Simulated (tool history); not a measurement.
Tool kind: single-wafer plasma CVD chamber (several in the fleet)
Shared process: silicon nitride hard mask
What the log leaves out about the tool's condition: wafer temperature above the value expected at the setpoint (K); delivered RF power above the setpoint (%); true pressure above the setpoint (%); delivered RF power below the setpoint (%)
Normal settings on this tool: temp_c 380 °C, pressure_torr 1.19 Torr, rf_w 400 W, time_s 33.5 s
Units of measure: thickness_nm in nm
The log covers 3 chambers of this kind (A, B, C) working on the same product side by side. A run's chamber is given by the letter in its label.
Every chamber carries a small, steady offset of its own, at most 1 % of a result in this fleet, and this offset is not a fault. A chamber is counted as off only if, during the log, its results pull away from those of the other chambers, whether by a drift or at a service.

run	hour	temp_c	pressure_torr	rf_w	time_s	hours since the last thermocouple change	hours since the last RF generator calibration	hours since the last manometer calibration	read-back reference wafer on the same gauge, thickness_nm	thickness_nm
# hour 7.3: chamber B: RF generator calibrated
1C	14.2	380	1.19	400	33.5	908.9	1265.3	1910.2	35.500	43.033
2A	22.3	380	1.19	400	33.5	1642.1	443.2	403.0	35.504	42.805
3B	34.5	380	1.19	400	33.5	735.1	27.3	913.1	35.506	42.382
4A	45.9	380	1.19	400	33.5	1665.7	466.8	426.6	35.519	42.803
5C	57.5	380	1.19	400	33.5	952.2	1308.6	1953.5	35.525	43.062
6B	69.5	380	1.19	400	33.5	770.1	62.3	948.1	35.521	42.345
7B	82.6	380	1.07	400	33.5	783.2	75.4	961.2	35.535	40.974
8C	91.1	380	1.07	400	33.5	985.8	1342.2	1987.1	35.534	41.669
9A	101.6	380	1.07	400	33.5	1721.4	522.5	482.3	35.527	41.340
10C	114.9	380	1.19	400	33.5	1009.6	1366.0	2010.9	35.544	43.101
11A	124.0	380	1.19	400	33.5	1743.8	544.9	504.7	35.544	42.906
12B	137.3	380	1.19	400	33.5	837.9	130.1	1015.9	35.552	42.378
# hour 144.8: chamber A: thermocouple changed; heater temperature recalibrated
13A	145.2	380	1.19	400	33.5	0.5	566.1	525.9	35.560	42.870
14B	155.4	380	1.19	400	33.5	856.0	148.2	1034.0	35.553	42.442
15C	162.4	380	1.19	400	33.5	1057.1	1413.5	2058.4	35.561	43.117
16B	170.9	380	1.19	400	33.5	871.5	163.7	1049.5	35.560	42.398
17C	179.9	380	1.19	400	33.5	1074.6	1431.0	2075.9	35.569	43.152
18A	191.8	380	1.19	400	33.5	47.1	612.7	572.5	35.568	42.986
19A	203.3	380	1.19	400	33.5	58.6	624.2	584.0	35.575	42.956
20C	210.5	380	1.19	400	33.5	1105.2	1461.6	2106.5	35.579	43.239
21B	221.3	388	1.19	400	33.5	921.9	214.1	1099.9	35.579	42.327
22B	228.0	388	1.19	400	33.5	928.6	220.8	1106.6	35.580	42.278
23C	235.7	388	1.19	400	33.5	1130.4	1486.8	2131.7	35.591	43.049
24A	246.7	380	1.19	400	33.5	102.0	667.6	627.4	35.585	42.990
25C	259.3	380	1.19	400	33.5	1154.0	1510.4	2155.3	35.589	43.104
26B	270.7	380	1.19	400	33.5	971.3	263.5	1149.3	35.601	42.435
27A	280.0	380	1.19	400	33.5	135.3	700.9	660.7	35.601	42.995
28C	288.0	380	1.19	400	33.5	1182.7	1539.1	2184.0	35.611	43.200
29A	295.0	390	1.19	400	33.5	150.3	715.9	675.7	35.603	42.781
30B	307.5	390	1.19	400	33.5	1008.1	300.3	1186.1	35.604	42.352
31C	315.9	390	1.19	400	33.5	1210.6	1567.0	2211.9	35.609	42.948
32B	323.2	380	1.19	400	33.5	1023.8	316.0	1201.8	35.619	42.495
33A	331.1	380	1.19	400	33.5	186.4	752.0	711.8	35.610	43.011
34C	339.6	380	1.19	400	33.5	1234.3	1590.7	2235.6	35.627	43.167
35A	350.4	380	1.19	400	33.5	205.7	771.3	731.1	35.635	43.082
36B	362.1	380	1.19	400	33.5	1062.7	354.9	1240.7	35.632	42.553
37A	374.6	368	1.19	400	33.5	229.9	795.5	755.3	35.634	43.256
38C	383.0	368	1.19	400	33.5	1277.7	1634.1	2279.0	35.643	43.486
39B	394.5	368	1.19	400	33.5	1095.1	387.3	1273.1	35.647	42.706
40B	401.0	380	1.19	400	33.5	1101.6	393.8	1279.6	35.647	42.561
41C	412.5	380	1.19	400	33.5	1307.2	1663.6	2308.5	35.653	43.266

Which is it: a chamber that has drifted or been left off by a service, a gauge drift common to all chambers, or only each chamber's usual small offset? If a chamber is off, name it and its likeliest cause.

The shared gauge is drifting. All chambers look as if they move in step, but none is off.
Likeliest cause: gauge reads high (%) = 0.433.
